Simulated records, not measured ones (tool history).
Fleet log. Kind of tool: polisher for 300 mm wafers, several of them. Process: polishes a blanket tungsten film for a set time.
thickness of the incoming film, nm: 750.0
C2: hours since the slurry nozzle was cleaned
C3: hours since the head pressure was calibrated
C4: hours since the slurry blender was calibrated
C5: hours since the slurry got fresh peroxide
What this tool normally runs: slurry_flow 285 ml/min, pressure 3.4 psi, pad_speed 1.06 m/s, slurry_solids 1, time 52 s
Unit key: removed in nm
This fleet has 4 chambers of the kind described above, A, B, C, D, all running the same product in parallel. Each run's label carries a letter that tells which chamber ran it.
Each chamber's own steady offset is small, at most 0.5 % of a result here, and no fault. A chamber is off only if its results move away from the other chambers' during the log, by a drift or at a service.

{"run": "1B", "hour": 5.2, "slurry_flow": 285, "pressure": 3.4, "pad_speed": 1.06, "slurry_solids": 1, "time": 52, "wafers polished on this pad": 97, "C2": 185.7, "C3": 1253.3, "C4": 374.8, "C5": 107.5, "removed": 234.58}
{"hour": 8.5, "done": "chamber B: slurry blender recalibrated"}
{"run": "2D", "hour": 9.4, "slurry_flow": 285, "pressure": 3.4, "pad_speed": 1.06, "slurry_solids": 1, "time": 52, "wafers polished on this pad": 539, "C2": 562.9, "C3": 318.7, "C4": 164.5, "C5": 43.1, "removed": 233.66}
{"run": "3C", "hour": 16.3, "slurry_flow": 285, "pressure": 3.4, "pad_speed": 1.06, "slurry_solids": 1, "time": 52, "wafers polished on this pad": 184, "C2": 265.8, "C3": 311.8, "C4": 408.4, "C5": 46.7, "removed": 234.17}
{"hour": 17.4, "done": "chamber B: head pressure recalibrated"}
{"run": "4A", "hour": 21.1, "slurry_flow": 285, "pressure": 3.4, "pad_speed": 1.06, "slurry_solids": 1, "time": 52, "wafers polished on this pad": 715, "C2": 136.9, "C3": 921.8, "C4": 222.3, "C5": 109.6, "removed": 233.58}
{"hour": 21.4, "done": "chamber A: slurry tank refilled with fresh slurry and peroxide"}
{"run": "5C", "hour": 28.2, "slurry_flow": 285, "pressure": 3.4, "pad_speed": 1.06, "slurry_solids": 1, "time": 52, "wafers polished on this pad": 265, "C2": 277.7, "C3": 323.7, "C4": 420.3, "C5": 58.6, "removed": 234.29}
{"hour": 29.6, "done": "chamber B: slurry tank refilled with fresh slurry and peroxide"}
{"run": "6D", "hour": 35.7, "slurry_flow": 285, "pressure": 3.4, "pad_speed": 1.06, "slurry_solids": 1, "time": 52, "wafers polished on this pad": 718, "C2": 589.2, "C3": 345, "C4": 190.8, "C5": 69.4, "removed": 231.85}
{"run": "7A", "hour": 41.7, "slurry_flow": 285, "pressure": 3.4, "pad_speed": 1.06, "slurry_solids": 1, "time": 52, "wafers polished on this pad": 855, "C2": 157.5, "C3": 942.4, "C4": 242.9, "C5": 20.4, "removed": 231.15}
{"hour": 48.2, "done": "chamber C: slurry tank refilled with fresh slurry and peroxide"}
{"run": "8B", "hour": 48.2, "slurry_flow": 285, "pressure": 3.4, "pad_speed": 1.06, "slurry_solids": 1, "time": 52, "wafers polished on this pad": 389, "C2": 228.7, "C3": 30.8, "C4": 39.7, "C5": 18.7, "removed": 235.16}
{"run": "9C", "hour": 51.7, "slurry_flow": 285, "pressure": 3.4, "pad_speed": 1.06, "slurry_solids": 1, "time": 52, "wafers polished on this pad": 425, "C2": 301.2, "C3": 347.2, "C4": 443.8, "C5": 3.5, "removed": 233.52}
{"run": "10D", "hour": 56.3, "slurry_flow": 285, "pressure": 3.4, "pad_speed": 1.06, "slurry_solids": 1, "time": 52, "wafers polished on this pad": 858, "C2": 609.8, "C3": 365.6, "C4": 211.4, "C5": 90, "removed": 233.36}
{"run": "11B", "hour": 59.7, "slurry_flow": 285, "pressure": 3.4, "pad_speed": 1.06, "slurry_solids": 1, "time": 52, "wafers polished on this pad": 468, "C2": 240.2, "C3": 42.3, "C4": 51.2, "C5": 30.2, "removed": 235.71}
{"run": "12A", "hour": 65.2, "slurry_flow": 285, "pressure": 3.4, "pad_speed": 1.06, "slurry_solids": 1, "time": 52, "wafers polished on this pad": 1015, "C2": 181, "C3": 965.9, "C4": 266.4, "C5": 43.9, "removed": 232.13}
{"hour": 66.3, "done": "chamber D: head pressure recalibrated"}
{"hour": 68.0, "done": "chamber B: worn pad replaced by a new one"}
{"run": "13B", "hour": 72.3, "slurry_flow": 285, "pressure": 3.4, "pad_speed": 1.06, "slurry_solids": 1, "time": 52, "wafers polished on this pad": 29, "C2": 252.8, "C3": 54.9, "C4": 63.8, "C5": 42.8, "removed": 231.74}
{"run": "14A", "hour": 79.7, "slurry_flow": 285, "pressure": 3.4, "pad_speed": 1.06, "slurry_solids": 1, "time": 52, "wafers polished on this pad": 1114, "C2": 195.5, "C3": 980.4, "C4": 280.9, "C5": 58.4, "removed": 235.57}
{"run": "15C", "hour": 85.0, "slurry_flow": 285, "pressure": 2.7, "pad_speed": 0.9, "slurry_solids": 1, "time": 52, "wafers polished on this pad": 651, "C2": 334.5, "C3": 380.5, "C4": 477.1, "C5": 36.8, "removed": 157.94}
{"hour": 87.0, "done": "chamber A: slurry blender recalibrated"}
{"hour": 89.6, "done": "chamber C: slurry blender recalibrated"}
{"run": "16D", "hour": 89.9, "slurry_flow": 285, "pressure": 2.7, "pad_speed": 0.9, "slurry_solids": 1, "time": 52, "wafers polished on this pad": 1087, "C2": 643.4, "C3": 23.7, "C4": 245, "C5": 123.6, "removed": 147.36}
{"run": "17C", "hour": 93.8, "slurry_flow": 285, "pressure": 2.7, "pad_speed": 0.9, "slurry_solids": 1, "time": 52, "wafers polished on this pad": 711, "C2": 343.3, "C3": 389.3, "C4": 4.3, "C5": 45.6, "removed": 158.53}
{"hour": 94.9, "done": "chamber B: slurry nozzle cleaned"}
{"run": "18B", "hour": 97.5, "slurry_flow": 285, "pressure": 2.7, "pad_speed": 0.9, "slurry_solids": 1, "time": 52, "wafers polished on this pad": 201, "C2": 2.6, "C3": 80.1, "C4": 89, "C5": 68, "removed": 159.31}
{"run": "19A", "hour": 100.8, "slurry_flow": 285, "pressure": 3.4, "pad_speed": 1.06, "slurry_solids": 1, "time": 52, "wafers polished on this pad": 1257, "C2": 216.6, "C3": 1001.5, "C4": 13.8, "C5": 79.5, "removed": 231.87}
{"run": "20D", "hour": 105.0, "slurry_flow": 285, "pressure": 3.4, "pad_speed": 1.06, "slurry_solids": 1, "time": 52, "wafers polished on this pad": 1189, "C2": 658.5, "C3": 38.8, "C4": 260.1, "C5": 138.7, "removed": 216.26}
{"run": "21C", "hour": 111.4, "slurry_flow": 285, "pressure": 3.4, "pad_speed": 1.06, "slurry_solids": 1, "time": 52, "wafers polished on this pad": 831, "C2": 360.9, "C3": 406.9, "C4": 21.9, "C5": 63.2, "removed": 231.61}
{"hour": 114.4, "done": "chamber A: slurry tank refilled with fresh slurry and peroxide"}
{"run": "22D", "hour": 115.6, "slurry_flow": 285, "pressure": 3.4, "pad_speed": 1.06, "slurry_solids": 1, "time": 52, "wafers polished on this pad": 1262, "C2": 669.1, "C3": 49.4, "C4": 270.7, "C5": 149.3, "removed": 218.96}
{"run": "23B", "hour": 120.9, "slurry_flow": 285, "pressure": 3.4, "pad_speed": 1.06, "slurry_solids": 1, "time": 52, "wafers polished on this pad": 360, "C2": 26, "C3": 103.5, "C4": 112.4, "C5": 91.4, "removed": 237.89}
{"hour": 122.1, "done": "chamber A: worn pad replaced by a new one"}
{"hour": 123.3, "done": "chamber D: slurry tank refilled with fresh slurry and peroxide"}
{"run": "24A", "hour": 125.9, "slurry_flow": 285, "pressure": 3.4, "pad_speed": 1.06, "slurry_solids": 1, "time": 52, "wafers polished on this pad": 26, "C2": 241.7, "C3": 1026.6, "C4": 38.9, "C5": 11.6, "removed": 234.55}
{"hour": 127.7, "done": "chamber D: worn pad replaced by a new one"}
{"run": "25A", "hour": 132.6, "slurry_flow": 285, "pressure": 3.4, "pad_speed": 1.06, "slurry_solids": 1, "time": 52, "wafers polished on this pad": 71, "C2": 248.4, "C3": 1033.3, "C4": 45.6, "C5": 18.3, "removed": 232.09}
{"run": "26D", "hour": 139.0, "slurry_flow": 285, "pressure": 3.4, "pad_speed": 1.06, "slurry_solids": 1, "time": 52, "wafers polished on this pad": 77, "C2": 692.5, "C3": 72.8, "C4": 294.1, "C5": 15.8, "removed": 216.58}

The same settings go to every chamber for the next run, one line per chamber below. Forecast the results for each:
{"run": "27A", "hour": 144.4, "slurry_flow": 315, "pressure": 3.4, "pad_speed": 1.06, "slurry_solids": 1, "time": 52, "removed": "?"}
{"run": "27B", "hour": 144.4, "slurry_flow": 315, "pressure": 3.4, "pad_speed": 1.06, "slurry_solids": 1, "time": 52, "removed": "?"}
{"run": "27C", "hour": 144.4, "slurry_flow": 315, "pressure": 3.4, "pad_speed": 1.06, "slurry_solids": 1, "time": 52, "removed": "?"}
{"run": "27D", "hour": 144.4, "slurry_flow": 315, "pressure": 3.4, "pad_speed": 1.06, "slurry_solids": 1, "time": 52, "removed": "?"}

run=27A removed=233.32
run=27B removed=236.29
run=27C removed=236.04
run=27D removed=219.17
